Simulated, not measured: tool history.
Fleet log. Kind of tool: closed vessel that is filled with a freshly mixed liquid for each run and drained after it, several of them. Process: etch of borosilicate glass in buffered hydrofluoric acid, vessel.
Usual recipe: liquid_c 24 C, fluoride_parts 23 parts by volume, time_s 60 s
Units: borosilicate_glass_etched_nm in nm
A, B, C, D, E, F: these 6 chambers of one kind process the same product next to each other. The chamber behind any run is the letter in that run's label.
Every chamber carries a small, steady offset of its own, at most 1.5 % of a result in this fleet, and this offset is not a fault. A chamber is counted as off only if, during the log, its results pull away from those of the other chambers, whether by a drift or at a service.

run,hour,liquid_c,fluoride_parts,time_s,"read-back film thickness of the borosilicate glass reference wafer, read on the same gauge (nm)",borosilicate_glass_etched_nm
1D,5.6,24,23,60,150.03,35.245
2E,8.4,24,23,60,150.07,34.626
3F,11,24,23,60,149.99,34.174
4A,14.3,24,23,60,150.08,34.666
5C,18.4,24,23,60,149.99,34.306
6B,22,24,23,60,149.95,34.507
7F,25.4,24,23,60,150.04,34.344
8D,29.9,24,23,60,150.03,34.532
9A,35.7,24,28,60,150.03,29.959
10B,40.6,24,28,60,149.98,30.02
11E,44.2,24,28,60,149.98,29.956
12C,46.8,24,28,60,149.97,29.734
13F,50.7,24,28,60,150.05,29.764
14A,55.5,24,28,60,150,30.339
# hour 58.2: chamber F: thermometer replaced
15E,59.4,24,23,60,150.01,34.175
16C,64.6,24,23,60,150.05,34.264
17B,67.9,24,23,60,150.01,34.256
18D,73.8,21.5,23,60,149.99,30.158
19C,79,21.5,23,60,149.99,29.725
20D,82.6,21.5,23,60,150,30.001
21A,87.8,21.5,23,60,149.99,30.226
22E,91.5,21.5,23,60,150.04,30.106
23B,94.9,21.5,23,60,150.02,30.045
24F,98.7,24,23,60,150.03,34.329
25B,102.2,24,23,60,149.99,34.294
26A,105,24,23,60,150.04,35.078
27C,108.7,24,23,60,150.03,33.973
28D,113.1,24,23,60,150.04,34.555
29F,118.2,24,23,60,149.95,33.732
30E,121.9,24,23,60,150,34.781
31A,127.3,24,23,60,150,34.335
32F,130.6,24,23,60,149.97,34.25
33B,135.3,24,23,60,150.01,34.423
34E,139.4,24,23,60,150.01,34.315
35C,142.8,24,23,60,150.03,34.684
36D,148.2,24,23,60,150.03,34.751
37F,151.1,24,23,60,149.98,34.591
38E,156.1,24,23,60,149.96,34.791
39D,159.6,24,23,60,149.97,34.217
40B,163.1,24,23,60,149.99,34.305
41A,167.1,24,23,60,150,34.923
42C,172.8,26,23,60,150.04,37.471
43C,177.7,26,23,60,150.05,37.969

Read the log: is a single chamber off, either drifting away or since a service, is the gauge that measures every chamber drifting, or is nothing wrong beyond small per-chamber offsets? Name any odd chamber and what most likely caused it.

No chamber is off and the gauge is stable; the differences are just each chamber's small, constant offset.
